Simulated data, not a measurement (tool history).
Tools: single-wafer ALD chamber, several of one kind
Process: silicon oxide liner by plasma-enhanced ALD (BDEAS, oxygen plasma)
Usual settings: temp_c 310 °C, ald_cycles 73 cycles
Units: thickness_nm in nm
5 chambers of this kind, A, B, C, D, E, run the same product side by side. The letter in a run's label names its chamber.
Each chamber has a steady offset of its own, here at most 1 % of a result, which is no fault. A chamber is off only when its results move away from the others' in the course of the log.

run	hour	temp_c	ald_cycles	read-back reference wafer on the same gauge, thickness_nm	thickness_nm
1E	2.7	310	73	7.6597	6.7498
2B	7.0	310	73	7.6610	6.7249
3A	10.0	310	73	7.6570	6.6480
4C	13.0	310	73	7.6535	6.7391
5D	15.4	310	73	7.6546	6.7021
6C	20.7	310	73	7.6549	6.7253
7B	25.6	310	73	7.6484	6.6991
8E	29.1	317	82	7.6493	7.4984
9D	32.4	317	82	7.6496	7.4601
10A	35.3	317	82	7.6475	7.3868
11E	39.2	317	82	7.6450	7.4955
12A	41.7	317	82	7.6512	7.3783
13B	45.4	323	81	7.6465	7.3327
14D	50.2	323	81	7.6456	7.2918
15C	53.0	323	81	7.6417	7.3047
16D	56.0	323	81	7.6407	7.3135
17B	59.5	323	81	7.6371	7.2906
18A	62.8	310	73	7.6370	6.6435
19C	66.1	323	73	7.6388	6.5910
20E	70.0	323	73	7.6338	6.5870
21D	74.5	323	73	7.6357	6.5772
22B	79.1	323	73	7.6331	6.5603
23E	83.6	323	73	7.6339	6.6017
24A	88.5	310	73	7.6312	6.6475
25C	92.6	310	73	7.6248	6.7235
26E	96.6	310	73	7.6283	6.6979
27A	101.1	310	73	7.6262	6.6321
28D	104.6	310	73	7.6217	6.6816
29B	108.0	322	73	7.6260	6.5758
30C	112.8	322	73	7.6201	6.5821
31B	115.9	322	73	7.6184	6.5777
# hour 117.1: chamber B: thermocouple changed; heater temperature recalibrated
32C	119.7	322	73	7.6206	6.5829
33A	124.2	322	73	7.6203	6.5066
34E	127.1	310	73	7.6189	6.7151
35D	131.4	310	73	7.6126	6.6761
36C	135.9	310	73	7.6106	6.7066
37D	140.6	310	73	7.6142	6.6701
38B	143.6	310	73	7.6107	6.6712
39A	146.1	322	82	7.6107	7.2846
40E	150.6	322	82	7.6074	7.3896
41A	154.7	322	82	7.6069	7.2937

Is one chamber off against the others, does the gauge drift, or is nothing wrong? If a chamber is off, say which, and what the likeliest cause is.

The gauge drifts, so all chambers seem to drift together. No chamber is off.
Cause: gauge reads low (%) = 0.713.

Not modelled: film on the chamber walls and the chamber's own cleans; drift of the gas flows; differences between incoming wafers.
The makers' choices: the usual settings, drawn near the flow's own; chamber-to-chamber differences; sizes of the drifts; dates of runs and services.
